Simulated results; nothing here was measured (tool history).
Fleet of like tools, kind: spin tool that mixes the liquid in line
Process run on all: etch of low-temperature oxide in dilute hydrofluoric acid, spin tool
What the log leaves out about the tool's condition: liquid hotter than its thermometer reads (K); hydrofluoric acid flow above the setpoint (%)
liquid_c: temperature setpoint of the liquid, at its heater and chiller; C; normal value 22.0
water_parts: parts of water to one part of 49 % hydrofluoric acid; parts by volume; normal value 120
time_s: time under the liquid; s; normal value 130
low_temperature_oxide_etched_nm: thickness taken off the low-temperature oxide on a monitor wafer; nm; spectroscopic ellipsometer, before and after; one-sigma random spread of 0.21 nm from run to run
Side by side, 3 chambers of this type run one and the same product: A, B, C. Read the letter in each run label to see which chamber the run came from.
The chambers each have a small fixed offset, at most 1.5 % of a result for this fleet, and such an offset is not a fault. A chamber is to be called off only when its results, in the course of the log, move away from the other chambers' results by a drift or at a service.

| run | hour | liquid_c | water_parts | time_s | hours since the thermometer was replaced | hours since the hydrofluoric acid flow meter was replaced | read-back film thickness of the low-temperature oxide reference wafer, read on the same gauge (nm) | low_temperature_oxide_etched_nm |
|---|---|---|---|---|---|---|---|---|
| 1A | 5.4 | 22.0 | 120 | 130 | 92.2 | 1492.2 | 70.008 | 21.907 |
| 2B | 12.2 | 22.0 | 120 | 130 | 1060.2 | 339.4 | 69.972 | 21.917 |
| 3C | 15.3 | 22.0 | 120 | 130 | 164.2 | 1786.8 | 70.014 | 22.059 |
| 4B | 19.9 | 22.0 | 120 | 130 | 1067.9 | 347.1 | 70.003 | 22.045 |
| 5C | 23.2 | 22.0 | 120 | 130 | 172.1 | 1794.7 | 69.990 | 21.902 |
| 6A | 26.6 | 22.0 | 120 | 130 | 113.4 | 1513.4 | 70.028 | 22.391 |
| 7B | 30.2 | 22.0 | 120 | 130 | 1078.2 | 357.4 | 70.038 | 21.884 |
| 8C | 34.5 | 22.0 | 120 | 130 | 183.4 | 1806.0 | 69.982 | 22.266 |
| 9A | 40.4 | 22.0 | 120 | 130 | 127.2 | 1527.2 | 69.992 | 22.203 |
| 10C | 43.8 | 22.0 | 120 | 130 | 192.7 | 1815.3 | 70.014 | 21.802 |
| 11A | 49.8 | 22.0 | 120 | 130 | 136.6 | 1536.6 | 70.015 | 22.922 |
| 12B | 55.7 | 22.0 | 120 | 130 | 1103.7 | 382.9 | 70.014 | 21.886 |
| 13B | 59.1 | 22.0 | 120 | 130 | 1107.1 | 386.3 | 69.996 | 22.239 |
| 14A | 64.5 | 22.0 | 120 | 130 | 151.3 | 1551.3 | 70.005 | 23.312 |
| 15C | 67.9 | 22.0 | 120 | 130 | 216.8 | 1839.4 | 69.980 | 22.309 |
| 16A | 71.9 | 22.0 | 120 | 130 | 158.7 | 1558.7 | 69.995 | 23.279 |
| 17B | 75.3 | 22.0 | 120 | 130 | 1123.3 | 402.5 | 70.013 | 22.215 |
| 18C | 81.3 | 18.5 | 120 | 105 | 230.2 | 1852.8 | 70.017 | 15.161 |
| 19B | 87.1 | 18.5 | 120 | 105 | 1135.1 | 414.3 | 69.973 | 15.430 |
| 20C | 91.5 | 18.5 | 120 | 105 | 240.4 | 1863.0 | 69.993 | 15.313 |

All chambers now run identical settings, listed one chamber a line with results as question marks. What results will each chamber show?
| 21A | 96.5 | 22.0 | 120 | 130 |  |  |  | ? |
| 21B | 96.5 | 22.0 | 120 | 130 |  |  |  | ? |
| 21C | 96.5 | 22.0 | 120 | 130 |  |  |  | ? |

| run | low_temperature_oxide_etched_nm |
|---|---|
| 21A | 23.342 |
| 21B | 22.199 |
| 21C | 21.940 |
